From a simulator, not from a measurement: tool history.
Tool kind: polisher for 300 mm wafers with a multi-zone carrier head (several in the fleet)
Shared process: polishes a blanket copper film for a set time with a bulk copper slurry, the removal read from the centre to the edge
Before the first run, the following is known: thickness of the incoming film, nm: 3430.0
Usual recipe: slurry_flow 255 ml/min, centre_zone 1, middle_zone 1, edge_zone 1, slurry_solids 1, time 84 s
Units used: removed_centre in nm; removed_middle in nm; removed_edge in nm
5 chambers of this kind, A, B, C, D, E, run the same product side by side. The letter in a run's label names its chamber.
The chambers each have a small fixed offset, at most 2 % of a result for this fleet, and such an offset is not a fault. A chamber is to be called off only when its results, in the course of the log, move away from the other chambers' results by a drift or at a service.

run,hour,slurry_flow,centre_zone,middle_zone,edge_zone,slurry_solids,time,wafers polished on this pad,hours since the slurry nozzle was cleaned,hours since the centre zone pressure was calibrated,hours since the edge zone pressure was calibrated,removed_centre,removed_middle,removed_edge
1C,12.4,255,1,1,1,1,84,602,353,1138.2,217.4,445.78,441.45,431.46
# hour 15.6: chamber E: worn pad replaced by a new one
# hour 18.3: chamber A: centre zone pressure recalibrated
2B,24.1,255,1,1,1,1,84,531,191.1,805.8,330.1,451.56,452.76,447.27
# hour 31.4: chamber A: worn pad replaced by a new one
3A,34.8,255,1,1,1,1,84,43,173.7,16.6,53.1,449.39,444.57,449.38
4E,42.4,255,1,1,1,1,84,340,91.3,912.7,174.1,452.35,454.47,441.97
# hour 46.1: chamber B: worn pad replaced by a new one
5D,54.9,255,1,1,1.09,1,84,740,219.5,136,392.9,441.66,435.58,483.34
# hour 64.4: chamber D: worn pad replaced by a new one
6D,67.8,255,1,1,1.09,1,84,44,232.4,148.9,405.8,451.56,444.19,465.06
7B,75.6,255,1,1,1.09,1,84,375,242.6,857.3,381.6,452.84,454.1,473.03
8C,84.1,255,1,1,1.09,1,84,1513,424.7,1209.9,289.1,444.44,447.33,464.95
9A,91.4,255,1,1,1.09,1,84,762,230.3,73.2,109.7,454.23,438.84,473.6
# hour 98.6: chamber A: worn pad replaced by a new one
10E,98.6,255,1,1,1,1,84,1054,147.5,968.9,230.3,446.61,450.93,439.93
11A,105,255,1,1,1,1,84,82,243.9,86.8,123.3,445.75,445.56,442.81
# hour 105.8: chamber C: slurry nozzle cleaned
12E,113.5,320,1,1,1,1,84,1243,162.4,983.8,245.2,461.11,463.98,460.92
# hour 117.8: chamber B: worn pad replaced by a new one
13D,121,320,1,1,1,1,84,719,285.6,202.1,459,457.97,450.59,463.28
# hour 125.3: chamber E: worn pad replaced by a new one
14B,131.1,320,1,1,1,1,84,169,298.1,912.8,437.1,461.47,462.35,458.58
# hour 135.5: chamber D: worn pad replaced by a new one
# hour 135.6: chamber C: centre zone pressure recalibrated
15C,139.4,320,1,1,1,1,84,2215,33.6,3.9,344.4,461.97,458.19,448.46
16C,146.4,320,1,1,1,1,84,2304,40.6,10.9,351.4,459.19,454.53,451.4
17B,157,255,1,1,1,1,84,498,324,938.7,463,449.12,457.53,456.68
# hour 163: chamber A: worn pad replaced by a new one
18D,169.3,255,1.06,0.91,1,1,84,430,333.9,250.4,507.3,479.65,407.54,443.82
19E,180.4,255,1.06,0.91,1,1,84,699,229.3,1050.7,312.1,476.16,407.4,447.54
# hour 182.8: chamber B: worn pad replaced by a new one
# hour 190.8: chamber A: slurry nozzle cleaned
20A,193.2,255,1.06,0.91,1,1,84,384,2.4,175,211.5,480.85,405.15,454.3
21E,203.6,255,1.06,0.91,1,1,84,994,252.5,1073.9,335.3,473.44,423.79,446.64
# hour 205.3: chamber D: worn pad replaced by a new one
22B,210.6,255,1.06,0.91,1,1,84,353,377.6,992.3,516.6,478.5,414.69,441.2
23A,219.5,255,1,1,1,1,84,718,28.7,201.3,237.8,455.59,441.75,454.54
# hour 219.6: chamber B: centre zone pressure recalibrated
# hour 220.6: chamber E: worn pad replaced by a new one
# hour 223.7: chamber A: worn pad replaced by a new one
24D,229.9,255,1,1,1,1,84,312,394.5,311,567.9,448.67,444.95,443.4
25C,240,255,1,1,1,1,84,3492,134.2,104.5,445,428.03,432.07,417.32
26D,250.8,255,1,1,1,1,84,578,415.4,331.9,588.8,450.52,441.43,450.49
# hour 251.3: chamber B: worn pad replaced by a new one
27C,258,255,1,1,1,1,84,3721,152.2,122.5,463,427.19,417.47,430.01
28B,265.8,255,1,1,1,1,84,184,432.8,46.2,571.8,451.69,452.14,451.07
29E,277,255,1,1,1,1,84,716,325.9,1147.3,408.7,449.19,453.86,445.66
# hour 279.5: chamber D: worn pad replaced by a new one
30A,285.3,255,1,1,1,1,84,782,94.5,267.1,303.6,450.97,434.4,456.1
# hour 287: chamber A: worn pad replaced by a new one
31A,293.8,255,1,1,1,1,84,87,103,275.6,312.1,444.05,448.85,448.01
# hour 299.8: chamber D: slurry nozzle cleaned
32D,300.8,255,1,1,1,1,84,271,1.1,381.9,638.8,453.48,432.64,456.6
33C,308.6,255,1,1,1,1,84,4363,202.8,173.1,513.6,425.55,430.61,426.11
# hour 319.3: chamber E: worn pad replaced by a new one
34B,320.2,255,1,1,1,1,84,875,487.2,100.6,626.2,449.44,458.75,440.22
35E,331.9,255,1,1,1,1,84,160,380.8,1202.2,463.6,450.02,460.86,447.66
36E,340,255,1,1,1,1,84,263,388.9,1210.3,471.7,445.99,446.7,436.1
37D,351.1,255,1,1,1,1,84,909,51.4,432.2,689.1,444.91,448.35,445.04

Is one chamber off against the others, does the gauge drift, or is nothing wrong? If a chamber is off, say which, and what the likeliest cause is.

Chamber C drifts away from the others.
Most likely cause: removal rate lost through wear of the pad, % = 6.67.

Below are 4 candidate recipes for chamber C's next run, each the usual settings with a change, their results shown as question marks. Which of them brings C's results back in line with what the other chambers give on the usual settings?
Maximum distance from the other chambers' mean on the usual settings for a result to count as in line: removed_centre 14 nm; removed_middle 20 nm; removed_edge 19 nm
38C-1,360.4,255,1,1,1,1,83,,,,,?,?,?
38C-2,360.4,255,1,1,0.99,1,78,,,,,?,?,?
38C-3,360.4,255,1,1,1.01,1,90,,,,,?,?,?
38C-4,360.4,255,1,1,1,1,85,,,,,?,?,?

On the usual settings, the other chambers give on average: removed_centre 449.57 nm; removed_middle 448.32 nm; removed_edge 448.13 nm
run,removed_centre,removed_middle,removed_edge
38C-1,411.07,412.77,407.31
38C-2,386.31,387.91,380.77
38C-3,445.74,447.58,443.97
38C-4,420.98,422.72,417.13
Change 38C-3 lands the chamber within the allowed miss of the other chambers.

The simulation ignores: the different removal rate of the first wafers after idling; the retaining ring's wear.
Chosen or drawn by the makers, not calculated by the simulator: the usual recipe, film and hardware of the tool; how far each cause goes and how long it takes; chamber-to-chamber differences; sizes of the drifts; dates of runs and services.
